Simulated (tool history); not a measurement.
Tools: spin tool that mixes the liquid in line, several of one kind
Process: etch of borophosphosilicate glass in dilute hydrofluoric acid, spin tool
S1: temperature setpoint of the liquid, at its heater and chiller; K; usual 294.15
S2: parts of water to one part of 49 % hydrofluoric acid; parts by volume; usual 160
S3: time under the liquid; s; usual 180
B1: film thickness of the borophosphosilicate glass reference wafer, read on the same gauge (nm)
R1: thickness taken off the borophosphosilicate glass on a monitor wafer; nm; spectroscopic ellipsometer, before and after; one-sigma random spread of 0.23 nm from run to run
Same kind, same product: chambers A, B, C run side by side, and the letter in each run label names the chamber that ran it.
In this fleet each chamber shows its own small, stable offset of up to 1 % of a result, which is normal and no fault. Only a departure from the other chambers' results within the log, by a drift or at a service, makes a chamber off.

run   hour      S1   S2   S3      B1      R1
 1A    8.4  294.15  160  180  40.013  24.517
 2B   20.3  294.15  160  180  39.973  24.133
 3C   27.2  294.15  160  180  40.039  23.822
 4B   36.7  294.15  160  180   40.02  23.933
 5A   52.3  294.15  215   90  40.012  8.5828
 6C   60.2  294.15  215   90  39.996  8.3336
 7B   72.7  294.15  215   90  40.019  8.3687
 8A     87  295.65  160  180  40.047  25.552
 9C   96.2  295.65  160  180   39.99  25.152
10A  108.5  295.65  160  180  39.994  25.705
11C  117.3  294.15  160  180  39.996  23.564
12B  127.1  294.15  160  180  39.999  23.812
13C  134.3  294.15  160  180  39.984  24.292
14B  143.1  294.15  160  180  40.034  23.958
15A  151.8  294.15  160  180  39.992  23.499
16C  165.9  294.15  160  180  39.997  23.929
17B  179.7  294.15   90  180  39.978  46.475
18A  189.7  294.15   90  180  39.995  45.223
19A    201  294.15   90  180  40.001  44.749
20C  209.7  294.15  160  180  40.007    23.9
     224.9  -- chamber C: thermometer replaced
21B  224.9  294.15  160  180  39.979  23.665
22A  236.9  294.15  160  180  40.015  23.401
23C  251.1  294.15  160  180   40.01  23.815
24B  260.6  294.15  160  180  39.966  23.812
25A  271.4  294.15  160  180  39.995  23.231
26C  283.5  294.15  160  180  39.978  23.853
27B  294.4  294.15  160  180  39.974  24.285
28B  301.7  294.15  160  180  39.999  24.064
29A  309.2  294.15  160  180  39.987  22.771
30C    325  294.15  160  180  39.969   24.11
31C  338.5  290.65  160   90  40.009  10.471
32B  349.7  290.65  160   90  40.024  10.505
33A    364  290.65  160   90  40.001  9.7599
34A    378  294.15  160  180  39.966  22.239
35C  393.9  294.15  160  180  40.016   23.84
36B  409.9  294.15  160  180  39.994  23.919
37B  417.9  294.15  160  180  39.983  23.657
38A  433.3  296.65  160  180  40.009  24.471
39C  448.5  296.65  160  180  39.997  26.671
40C  464.2  296.65  160  180  40.025  26.491

All 3 chambers run these settings next. Forecast each chamber's results:
41A  475.7  294.15  120  180       ?
41B  475.7  294.15  120  180       ?
41C  475.7  294.15  120  180       ?

run      R1
41A  30.504
41B  33.752
41C  33.604

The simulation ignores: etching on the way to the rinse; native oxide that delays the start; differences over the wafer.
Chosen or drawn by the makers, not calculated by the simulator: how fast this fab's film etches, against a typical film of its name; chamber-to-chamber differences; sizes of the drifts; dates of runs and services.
